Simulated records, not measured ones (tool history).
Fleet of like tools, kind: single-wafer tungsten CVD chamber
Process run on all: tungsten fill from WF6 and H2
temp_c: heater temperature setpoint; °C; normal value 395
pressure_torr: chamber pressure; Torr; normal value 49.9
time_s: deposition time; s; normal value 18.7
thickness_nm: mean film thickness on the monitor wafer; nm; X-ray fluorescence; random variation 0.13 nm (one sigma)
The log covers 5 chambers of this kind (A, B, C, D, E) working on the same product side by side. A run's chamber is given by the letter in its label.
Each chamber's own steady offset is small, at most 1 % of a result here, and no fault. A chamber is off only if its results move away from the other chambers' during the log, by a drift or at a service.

run,hour,temp_c,pressure_torr,time_s,hours since the last thermocouple change,hours since the last manometer calibration,"read-back reference wafer on the same gauge, thickness_nm",thickness_nm
1E,13.7,395,49.9,18.7,144.4,1250.9,54.699,62.396
2C,22.3,395,49.9,18.7,619.5,1160,54.7,62.421
3B,35.4,395,49.9,18.7,249,1259.8,54.696,63.141
4D,46.2,395,49.9,18.7,593.3,426.7,54.732,62.422
5A,56.7,395,49.9,18.7,1267.7,1798.4,54.683,62.734
# hour 56.9: chamber A: capacitance manometer re-zeroed and calibrated
6C,68.2,395,49.9,18.7,665.4,1205.9,54.703,62.652
7D,78.4,395,49.9,18.7,625.5,458.9,54.731,62.547
8B,93.4,395,49.9,18.7,307,1317.8,54.68,62.99
9A,100.5,395,49.9,18.7,1311.5,43.7,54.687,62.801
10E,109.8,384,49.9,22.4,240.5,1347,54.698,59.905
11E,118.9,384,49.9,22.4,249.6,1356.1,54.664,59.854
12C,128.1,384,49.9,22.4,725.3,1265.8,54.709,60.531
13D,136.9,384,49.9,22.4,684,517.4,54.702,60.602
14B,150.9,384,49.9,22.4,364.5,1375.3,54.724,61.123
15A,164.4,395,49.9,18.7,1375.4,107.6,54.711,62.682
16E,177.8,395,49.9,18.7,308.5,1415,54.693,62.213
17D,192.3,395,49.9,18.7,739.4,572.8,54.691,62.447
18B,207.8,395,49.9,18.7,421.4,1432.2,54.702,63.107
19C,215.1,395,49.9,18.7,812.3,1352.8,54.689,62.459
20A,225,395,49.9,18.7,1436,168.2,54.698,62.672
21C,236.6,408,45.1,18.7,833.8,1374.3,54.687,75.362
# hour 237: chamber E: capacitance manometer re-zeroed and calibrated
22A,248.9,408,45.1,18.7,1459.9,192.1,54.697,75.515
23B,261,408,45.1,18.7,474.6,1485.4,54.709,76.172
24E,273.4,408,45.1,18.7,404.1,36.5,54.722,73.601
25D,280.5,408,45.1,18.7,827.6,661,54.732,75.191
26C,289.9,395,49.9,18.7,887.1,1427.6,54.701,62.578
27D,305.7,395,49.9,18.7,852.8,686.2,54.705,62.495
28B,321.1,395,49.9,18.7,534.7,1545.5,54.708,63.124
29A,331.3,395,49.9,18.7,1542.3,274.5,54.708,62.61
30E,342.4,395,49.9,18.7,473.1,105.5,54.71,60.387
31A,358,395,49.9,18.7,1569,301.2,54.717,62.671
32C,366.1,395,49.9,18.7,963.3,1503.8,54.725,62.382
33B,381.1,404,39,18.7,594.7,1605.5,54.703,66.38
34E,394.8,404,39,18.7,525.5,157.9,54.707,63.709
35D,407,404,39,18.7,954.1,787.5,54.729,65.933
# hour 410.3: chamber A: thermocouple changed; heater temperature recalibrated
36C,418.8,404,39,18.7,1016,1556.5,54.67,65.379
37A,432.4,404,39,18.7,22.1,375.6,54.706,66.085
38E,440.2,395,49.9,18.7,570.9,203.3,54.7,60.872
39D,453.2,395,49.9,18.7,1000.3,833.7,54.741,62.591
40B,466.1,395,49.9,18.7,679.7,1690.5,54.674,63.136
41B,481.5,395,49.9,18.7,695.1,1705.9,54.732,63.276
42E,489.2,395,49.9,18.7,619.9,252.3,54.709,60.7
43C,497,395,60.2,21,1094.2,1634.7,54.696,76.206
44D,511.8,395,60.2,21,1058.9,892.3,54.718,76.19

Next, all 5 chambers run the settings below, one line each with question marks for the results. What does each chamber give?
45A,523.5,395,49.9,16.8,,,,?
45B,523.5,395,49.9,16.8,,,,?
45C,523.5,395,49.9,16.8,,,,?
45D,523.5,395,49.9,16.8,,,,?
45E,523.5,395,49.9,16.8,,,,?

run,thickness_nm
45A,56.202
45B,56.698
45C,56.081
45D,55.96
45E,54.535
